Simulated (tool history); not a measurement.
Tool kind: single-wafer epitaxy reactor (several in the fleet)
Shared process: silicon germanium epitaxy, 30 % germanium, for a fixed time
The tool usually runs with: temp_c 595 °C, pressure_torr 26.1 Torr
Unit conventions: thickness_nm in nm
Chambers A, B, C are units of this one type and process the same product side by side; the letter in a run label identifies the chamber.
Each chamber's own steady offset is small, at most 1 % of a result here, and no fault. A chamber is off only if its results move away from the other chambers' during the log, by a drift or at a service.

run,hour,temp_c,pressure_torr,hours since the last pyrometer calibration,hours since the last manometer calibration,"read-back reference wafer on the same gauge, thickness_nm",thickness_nm
1A,4.9,595,26.1,112.7,165.7,64.002,59.785
2B,11.4,595,26.1,302.2,1504.8,63.995,60.051
3C,19.1,595,26.1,85.3,618.6,63.979,60.357
4B,26.6,595,26.1,317.4,1520,63.963,60.108
5C,32.7,595,26.1,98.9,632.2,63.957,60.181
6A,36.4,595,26.1,144.2,197.2,63.938,59.888
7A,40.5,581,26.1,148.3,201.3,63.923,45.995
8B,44.3,581,26.1,335.1,1537.7,63.924,46.299
9C,51.4,581,26.1,117.6,650.9,63.916,46.428
10C,59.7,590,26.1,125.9,659.2,63.912,54.938
11A,63.6,590,26.1,171.4,224.4,63.914,54.563
12B,71.3,590,26.1,362.1,1564.7,63.873,54.627
13B,75.6,606,26.1,366.4,1569,63.884,72.911
14A,81.4,606,26.1,189.2,242.2,63.853,73.083
15C,86.7,606,26.1,152.9,686.2,63.872,73.745
16C,94.9,595,26.1,161.1,694.4,63.852,60.333
17A,101.7,595,26.1,209.5,262.5,63.831,59.776
18B,106.6,595,26.1,397.4,1600,63.832,59.861
19C,114.1,595,26.1,180.3,713.6,63.79,60.327
20B,120.9,595,20,411.7,1614.3,63.807,53.659
21A,128.1,595,20,235.9,288.9,63.816,53.823
22B,135.8,595,20,426.6,1629.2,63.771,53.781
23A,142.9,595,26.1,250.7,303.7,63.799,59.65
24C,150.6,595,26.1,216.8,750.1,63.757,60.165
25C,156.8,588,30,223,756.3,63.766,55.829
26B,161.3,588,30,452.1,1654.7,63.735,55.667
27A,166.3,588,30,274.1,327.1,63.75,55.278
28A,172,595,26.1,279.8,332.8,63.725,59.634
29B,177.2,595,26.1,468,1670.6,63.739,59.645
30C,181.3,609,22.7,247.5,780.8,63.722,73.409
31A,186.5,609,22.7,294.3,347.3,63.708,72.954
32C,191.2,609,22.7,257.4,790.7,63.673,73.502
33B,199.1,595,26.1,489.9,1692.5,63.691,59.766
# hour 202: chamber B: capacitance manometer re-zeroed and calibrated
34A,205.3,595,26.1,313.1,366.1,63.662,59.58
35C,210.2,595,26.1,276.4,809.7,63.655,60.091
36B,214.9,595,26.1,505.7,12.9,63.666,59.828
37A,220.1,595,26.1,327.9,380.9,63.678,59.528
38B,227.6,595,26.1,518.4,25.6,63.65,59.594

The same settings go to every chamber for the next run, one line per chamber below. Forecast the results for each:
39A,233.6,595,26.1,,,,?
39B,233.6,595,26.1,,,,?
39C,233.6,595,26.1,,,,?

run,thickness_nm
39A,59.443
39B,59.642
39C,60.23
